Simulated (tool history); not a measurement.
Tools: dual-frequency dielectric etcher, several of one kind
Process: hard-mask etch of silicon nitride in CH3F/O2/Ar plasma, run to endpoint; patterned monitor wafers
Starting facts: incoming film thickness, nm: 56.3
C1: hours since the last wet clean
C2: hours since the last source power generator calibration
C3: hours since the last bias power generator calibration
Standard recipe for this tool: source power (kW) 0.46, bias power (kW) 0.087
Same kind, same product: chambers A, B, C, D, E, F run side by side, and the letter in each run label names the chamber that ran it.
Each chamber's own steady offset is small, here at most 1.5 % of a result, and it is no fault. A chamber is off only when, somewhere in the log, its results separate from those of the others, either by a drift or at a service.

{"run": "1F", "hour": 6.1, "source power (kW)": 0.46, "bias power (kW)": 0.087, "C1": 114.2, "C2": 213, "C3": 914.2, "endpoint time (s)": 72.188}
{"run": "2E", "hour": 12.4, "source power (kW)": 0.46, "bias power (kW)": 0.087, "C1": 89.4, "C2": 1440.4, "C3": 1931.8, "endpoint time (s)": 72.552}
{"run": "3C", "hour": 20.1, "source power (kW)": 0.46, "bias power (kW)": 0.087, "C1": 193.8, "C2": 426.5, "C3": 1081.3, "endpoint time (s)": 73.188}
{"hour": 22.4, "done": "chamber D: wet clean of the chamber"}
{"run": "4D", "hour": 25.6, "source power (kW)": 0.46, "bias power (kW)": 0.087, "C1": 3.3, "C2": 660.2, "C3": 1173.1, "endpoint time (s)": 72.271}
{"run": "5A", "hour": 36.9, "source power (kW)": 0.46, "bias power (kW)": 0.087, "C1": 402.1, "C2": 1656.7, "C3": 787.7, "endpoint time (s)": 72.293}
{"run": "6B", "hour": 48.2, "source power (kW)": 0.46, "bias power (kW)": 0.087, "C1": 65.6, "C2": 2046.7, "C3": 2040.7, "endpoint time (s)": 72.139}
{"run": "7C", "hour": 55.2, "source power (kW)": 0.41, "bias power (kW)": 0.079, "C1": 228.9, "C2": 461.6, "C3": 1116.4, "endpoint time (s)": 78.471}
{"run": "8A", "hour": 67.1, "source power (kW)": 0.41, "bias power (kW)": 0.079, "C1": 432.3, "C2": 1686.9, "C3": 817.9, "endpoint time (s)": 78.267}
{"run": "9F", "hour": 77.1, "source power (kW)": 0.41, "bias power (kW)": 0.079, "C1": 185.2, "C2": 284, "C3": 985.2, "endpoint time (s)": 78.92}
{"run": "10B", "hour": 84.3, "source power (kW)": 0.41, "bias power (kW)": 0.079, "C1": 101.7, "C2": 2082.8, "C3": 2076.8, "endpoint time (s)": 78.115}
{"run": "11D", "hour": 89.8, "source power (kW)": 0.41, "bias power (kW)": 0.079, "C1": 67.5, "C2": 724.4, "C3": 1237.3, "endpoint time (s)": 78.827}
{"run": "12E", "hour": 101.9, "source power (kW)": 0.41, "bias power (kW)": 0.079, "C1": 178.9, "C2": 1529.9, "C3": 2021.3, "endpoint time (s)": 77.115}
{"run": "13B", "hour": 112.1, "source power (kW)": 0.51, "bias power (kW)": 0.087, "C1": 129.5, "C2": 2110.6, "C3": 2104.6, "endpoint time (s)": 68.944}
{"run": "14D", "hour": 120.4, "source power (kW)": 0.51, "bias power (kW)": 0.087, "C1": 98.1, "C2": 755, "C3": 1267.9, "endpoint time (s)": 68.842}
{"run": "15F", "hour": 128.5, "source power (kW)": 0.51, "bias power (kW)": 0.087, "C1": 236.6, "C2": 335.4, "C3": 1036.6, "endpoint time (s)": 70.281}
{"run": "16E", "hour": 134.1, "source power (kW)": 0.51, "bias power (kW)": 0.087, "C1": 211.1, "C2": 1562.1, "C3": 2053.5, "endpoint time (s)": 69.522}
{"run": "17C", "hour": 142.6, "source power (kW)": 0.51, "bias power (kW)": 0.087, "C1": 316.3, "C2": 549, "C3": 1203.8, "endpoint time (s)": 70.523}
{"run": "18A", "hour": 150.4, "source power (kW)": 0.51, "bias power (kW)": 0.087, "C1": 515.6, "C2": 1770.2, "C3": 901.2, "endpoint time (s)": 69.499}
{"run": "19A", "hour": 159.2, "source power (kW)": 0.46, "bias power (kW)": 0.087, "C1": 524.4, "C2": 1779, "C3": 910, "endpoint time (s)": 71.857}
{"run": "20E", "hour": 164.9, "source power (kW)": 0.46, "bias power (kW)": 0.087, "C1": 241.9, "C2": 1592.9, "C3": 2084.3, "endpoint time (s)": 71.795}
{"run": "21B", "hour": 172.7, "source power (kW)": 0.46, "bias power (kW)": 0.087, "C1": 190.1, "C2": 2171.2, "C3": 2165.2, "endpoint time (s)": 71.92}
{"run": "22C", "hour": 180.0, "source power (kW)": 0.46, "bias power (kW)": 0.087, "C1": 353.7, "C2": 586.4, "C3": 1241.2, "endpoint time (s)": 73.523}
{"run": "23F", "hour": 192.1, "source power (kW)": 0.42, "bias power (kW)": 0.08, "C1": 300.2, "C2": 399, "C3": 1100.2, "endpoint time (s)": 77.776}
{"hour": 192.4, "done": "chamber C: wet clean of the chamber"}
{"run": "24D", "hour": 198.6, "source power (kW)": 0.42, "bias power (kW)": 0.08, "C1": 176.3, "C2": 833.2, "C3": 1346.1, "endpoint time (s)": 77.185}
{"run": "25C", "hour": 205.8, "source power (kW)": 0.42, "bias power (kW)": 0.08, "C1": 13.4, "C2": 612.2, "C3": 1267, "endpoint time (s)": 77.827}
{"run": "26F", "hour": 213.0, "source power (kW)": 0.42, "bias power (kW)": 0.08, "C1": 321.1, "C2": 419.9, "C3": 1121.1, "endpoint time (s)": 78.384}
{"run": "27D", "hour": 221.8, "source power (kW)": 0.42, "bias power (kW)": 0.08, "C1": 199.5, "C2": 856.4, "C3": 1369.3, "endpoint time (s)": 76.607}
{"run": "28B", "hour": 229.0, "source power (kW)": 0.42, "bias power (kW)": 0.08, "C1": 246.4, "C2": 2227.5, "C3": 2221.5, "endpoint time (s)": 76.926}
{"run": "29E", "hour": 236.5, "source power (kW)": 0.46, "bias power (kW)": 0.087, "C1": 313.5, "C2": 1664.5, "C3": 2155.9, "endpoint time (s)": 72.326}
{"run": "30A", "hour": 242.8, "source power (kW)": 0.46, "bias power (kW)": 0.087, "C1": 608, "C2": 1862.6, "C3": 993.6, "endpoint time (s)": 72.747}
{"hour": 243.0, "done": "chamber E: wet clean of the chamber"}
{"hour": 250.0, "done": "chamber A: wet clean of the chamber"}
{"run": "31F", "hour": 251.2, "source power (kW)": 0.46, "bias power (kW)": 0.087, "C1": 359.3, "C2": 458.1, "C3": 1159.3, "endpoint time (s)": 73.493}
{"run": "32D", "hour": 262.6, "source power (kW)": 0.46, "bias power (kW)": 0.087, "C1": 240.3, "C2": 897.2, "C3": 1410.1, "endpoint time (s)": 72.354}
{"run": "33B", "hour": 268.4, "source power (kW)": 0.46, "bias power (kW)": 0.087, "C1": 285.8, "C2": 2266.9, "C3": 2260.9, "endpoint time (s)": 72.679}
{"run": "34C", "hour": 274.7, "source power (kW)": 0.46, "bias power (kW)": 0.087, "C1": 82.3, "C2": 681.1, "C3": 1335.9, "endpoint time (s)": 73.447}
{"run": "35E", "hour": 284.8, "source power (kW)": 0.42, "bias power (kW)": 0.106, "C1": 41.9, "C2": 1712.8, "C3": 2204.2, "endpoint time (s)": 70.483}
{"run": "36A", "hour": 292.9, "source power (kW)": 0.42, "bias power (kW)": 0.106, "C1": 42.9, "C2": 1912.7, "C3": 1043.7, "endpoint time (s)": 70.303}
{"run": "37B", "hour": 302.0, "source power (kW)": 0.42, "bias power (kW)": 0.106, "C1": 319.4, "C2": 2300.5, "C3": 2294.5, "endpoint time (s)": 68.871}
{"run": "38F", "hour": 313.2, "source power (kW)": 0.42, "bias power (kW)": 0.106, "C1": 421.3, "C2": 520.1, "C3": 1221.3, "endpoint time (s)": 71.083}
{"run": "39D", "hour": 320.8, "source power (kW)": 0.42, "bias power (kW)": 0.106, "C1": 298.5, "C2": 955.4, "C3": 1468.3, "endpoint time (s)": 69.924}
{"run": "40A", "hour": 327.6, "source power (kW)": 0.42, "bias power (kW)": 0.106, "C1": 77.6, "C2": 1947.4, "C3": 1078.4, "endpoint time (s)": 70.107}
{"run": "41E", "hour": 333.6, "source power (kW)": 0.46, "bias power (kW)": 0.087, "C1": 90.7, "C2": 1761.6, "C3": 2253, "endpoint time (s)": 71.577}
{"run": "42C", "hour": 344.2, "source power (kW)": 0.46, "bias power (kW)": 0.087, "C1": 151.8, "C2": 750.6, "C3": 1405.4, "endpoint time (s)": 74.105}
{"run": "43D", "hour": 355.5, "source power (kW)": 0.34, "bias power (kW)": 0.104, "C1": 333.2, "C2": 990.1, "C3": 1503, "endpoint time (s)": 76.526}
{"run": "44F", "hour": 365.9, "source power (kW)": 0.34, "bias power (kW)": 0.104, "C1": 474, "C2": 572.8, "C3": 1274, "endpoint time (s)": 78.292}

What goes on in this fleet: one chamber off, a drifting gauge, or nothing beyond the chambers' own small offsets? Name the chamber and the cause, if any.

Little by little, chamber F moves away from the other chambers.
What lies behind it: etch rate under this chamber's usual, % = 3.03.

Below are 4 candidate recipes for chamber F's next run, each the usual settings with a change, their results shown as question marks. Which of them brings F's results back in line with what the other chambers give on the usual settings?
Counts as in line when no further than this from what the other chambers average on the usual settings: endpoint time (s) 1.3
{"run": "45F-1", "hour": 374.5, "source power (kW)": 0.42, "bias power (kW)": 0.08, "endpoint time (s)": "?"}
{"run": "45F-2", "hour": 374.5, "source power (kW)": 0.46, "bias power (kW)": 0.08, "endpoint time (s)": "?"}
{"run": "45F-3", "hour": 374.5, "source power (kW)": 0.5, "bias power (kW)": 0.094, "endpoint time (s)": "?"}
{"run": "45F-4", "hour": 374.5, "source power (kW)": 0.46, "bias power (kW)": 0.094, "endpoint time (s)": "?"}

Average result of the remaining chambers running the usual settings: endpoint time (s) 72.424
run=45F-1 endpoint_time_(s)=79.212
run=45F-2 endpoint_time_(s)=76.493
run=45F-3 endpoint_time_(s)=69.997
run=45F-4 endpoint_time_(s)=72.251
The answer is 45F-4, which returns the chamber to within the allowed miss of the others.
